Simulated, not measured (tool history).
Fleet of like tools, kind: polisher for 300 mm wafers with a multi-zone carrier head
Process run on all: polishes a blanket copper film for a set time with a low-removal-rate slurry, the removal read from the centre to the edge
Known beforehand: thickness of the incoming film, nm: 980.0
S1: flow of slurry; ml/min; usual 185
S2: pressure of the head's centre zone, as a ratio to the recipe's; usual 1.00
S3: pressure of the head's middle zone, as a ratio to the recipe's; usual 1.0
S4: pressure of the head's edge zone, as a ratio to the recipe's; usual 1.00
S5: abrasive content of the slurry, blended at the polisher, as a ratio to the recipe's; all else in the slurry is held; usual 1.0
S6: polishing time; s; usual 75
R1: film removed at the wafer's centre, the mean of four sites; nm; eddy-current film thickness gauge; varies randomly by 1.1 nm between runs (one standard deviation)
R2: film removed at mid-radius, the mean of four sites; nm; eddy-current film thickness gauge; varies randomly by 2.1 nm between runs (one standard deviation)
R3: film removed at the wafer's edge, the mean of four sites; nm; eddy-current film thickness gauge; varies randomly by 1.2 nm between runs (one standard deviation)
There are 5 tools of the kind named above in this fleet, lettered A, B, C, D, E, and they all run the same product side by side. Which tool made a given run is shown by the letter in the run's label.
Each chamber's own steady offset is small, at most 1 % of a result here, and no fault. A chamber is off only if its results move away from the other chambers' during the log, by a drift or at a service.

run   hour   S1    S2   S3    S4   S5  S6      R1      R2      R3
 1C    7.3  185  1.00  1.0  1.00  1.0  75  164.89  165.64  164.25
 2A   10.7  185  1.00  1.0  1.00  1.0  75  161.40  164.22  164.53
 3D   16.8  185  1.00  1.0  1.00  1.0  75  163.32  164.80  164.95
 4B   21.9  185  1.00  1.0  1.00  1.0  75  165.31  158.52  160.74
 5E   25.6  185  1.00  1.0  1.00  1.0  75  164.47  163.89  160.53
      31.1  -- chamber E: worn pad replaced by a new one
 6B   32.1  185  1.00  1.0  1.00  1.0  75  164.16  160.00  160.55
 7A   36.6  185  1.00  1.0  1.00  1.0  75  162.64  166.55  163.26
      42.3  -- chamber B: worn pad replaced by a new one
 8E   42.5  185  1.00  1.0  1.00  1.0  75  166.43  161.98  159.77
      42.6  -- chamber D: worn pad replaced by a new one
 9D   49.5  185  1.00  1.0  1.00  1.0  75  163.12  164.25  164.92
10C   54.4  185  1.00  1.0  1.00  1.0  75  163.99  164.22  162.26
      54.9  -- chamber A: worn pad replaced by a new one
11A   58.5  185  1.00  1.0  0.91  1.0  75  163.32  167.57  156.33
12C   62.4  185  1.00  1.0  0.91  1.0  75  165.46  163.82  152.79
13B   65.7  185  1.00  1.0  0.91  1.0  75  166.33  162.27  155.20
14E   72.2  185  1.00  1.0  0.91  1.0  75  165.26  164.80  153.31
15D   78.7  185  1.00  1.0  0.91  1.0  75  160.90  164.57  154.56
      83.8  -- chamber E: worn pad replaced by a new one
16D   84.0  185  1.00  1.0  1.00  1.0  75  164.38  161.78  164.37
      85.6  -- chamber C: worn pad replaced by a new one
17C   87.4  185  1.00  1.0  1.00  1.0  75  165.53  165.36  161.61
      92.7  -- chamber D: worn pad replaced by a new one
18B   93.5  125  1.00  1.0  1.00  1.0  75  152.73  152.14  154.39
      99.5  -- chamber D: slurry nozzle cleaned
19A  100.8  125  1.00  1.0  1.00  1.0  75  149.80  152.75  154.70
     101.4  -- chamber A: centre zone pressure recalibrated
20E  104.4  125  1.00  1.0  1.00  1.0  75  150.32  149.29  153.03
21A  108.4  125  1.00  1.0  1.00  1.0  75  151.36  154.10  155.47
22D  113.0  125  1.00  1.0  1.00  1.0  75  151.35  152.08  156.23
23B  117.1  185  1.00  1.0  1.00  1.0  75  166.17  161.56  163.16
     123.5  -- chamber A: worn pad replaced by a new one
24C  124.1  185  1.11  1.0  1.00  1.0  75  182.83  165.85  163.29
     125.0  -- chamber B: worn pad replaced by a new one
     129.4  -- chamber E: worn pad replaced by a new one
25E  130.9  185  1.11  1.0  1.00  1.0  75  179.39  159.81  161.41
     134.1  -- chamber B: centre zone pressure recalibrated
     137.2  -- chamber D: worn pad replaced by a new one
26C  137.4  185  1.11  1.0  1.00  1.0  75  185.14  165.18  161.90
27A  144.4  185  1.11  1.0  1.00  1.0  75  182.51  161.50  163.05
     144.6  -- chamber C: slurry nozzle cleaned
28B  147.6  185  1.11  1.0  1.00  1.0  75  183.50  157.80  162.15
29E  152.6  185  1.00  1.0  1.00  1.0  75  161.86  162.54  161.99
30D  157.7  185  1.00  1.0  1.00  1.0  75  164.62  164.78  165.40
31E  163.7  165  1.00  1.0  0.96  1.0  75  155.24  157.45  155.19
32D  169.5  165  1.00  1.0  0.96  1.0  75  160.99  162.85  158.50
33A  175.9  165  1.00  1.0  0.96  1.0  75  159.04  161.16  156.88
34B  179.4  165  1.00  1.0  0.96  1.0  75  163.19  161.12  157.08
     182.8  -- chamber D: worn pad replaced by a new one
     184.3  -- chamber C: worn pad replaced by a new one
35C  186.6  165  1.00  1.0  0.96  1.0  75  161.82  164.06  157.27
     188.5  -- chamber B: edge zone pressure recalibrated
     189.1  -- chamber E: worn pad replaced by a new one
     191.6  -- chamber A: worn pad replaced by a new one
     192.3  -- chamber E: edge zone pressure recalibrated
36B  192.6  185  1.00  1.0  1.00  1.0  75  166.39  160.58  161.43
37E  196.5  185  1.00  1.0  1.00  1.0  75  154.47  164.44  160.55
38D  199.8  185  1.00  1.0  1.00  1.0  75  165.13  165.94  165.47
39C  207.0  185  1.00  1.1  1.00  1.3  75  173.33  186.95  170.23
40A  213.6  185  1.00  1.1  1.00  1.3  75  171.25  190.40  174.30
41D  218.0  185  1.00  1.1  1.00  1.3  75  171.30  191.11  172.81
42E  225.0  185  1.00  1.1  1.00  1.3  75  161.32  189.94  171.71

The same settings go to every chamber for the next run, one line per chamber below. Forecast the results for each:
43A  230.3  185  1.00  1.0  1.00  1.0  64   ?   ?   ?
43B  230.3  185  1.00  1.0  1.00  1.0  64   ?   ?   ?
43C  230.3  185  1.00  1.0  1.00  1.0  64   ?   ?   ?
43D  230.3  185  1.00  1.0  1.00  1.0  64   ?   ?   ?
43E  230.3  185  1.00  1.0  1.00  1.0  64   ?   ?   ?

run      R1      R2      R3
43A  139.68  139.87  140.07
43B  140.27  139.83  138.04
43C  141.66  139.93  138.88
43D  141.01  142.53  142.16
43E  129.39  140.61  135.89

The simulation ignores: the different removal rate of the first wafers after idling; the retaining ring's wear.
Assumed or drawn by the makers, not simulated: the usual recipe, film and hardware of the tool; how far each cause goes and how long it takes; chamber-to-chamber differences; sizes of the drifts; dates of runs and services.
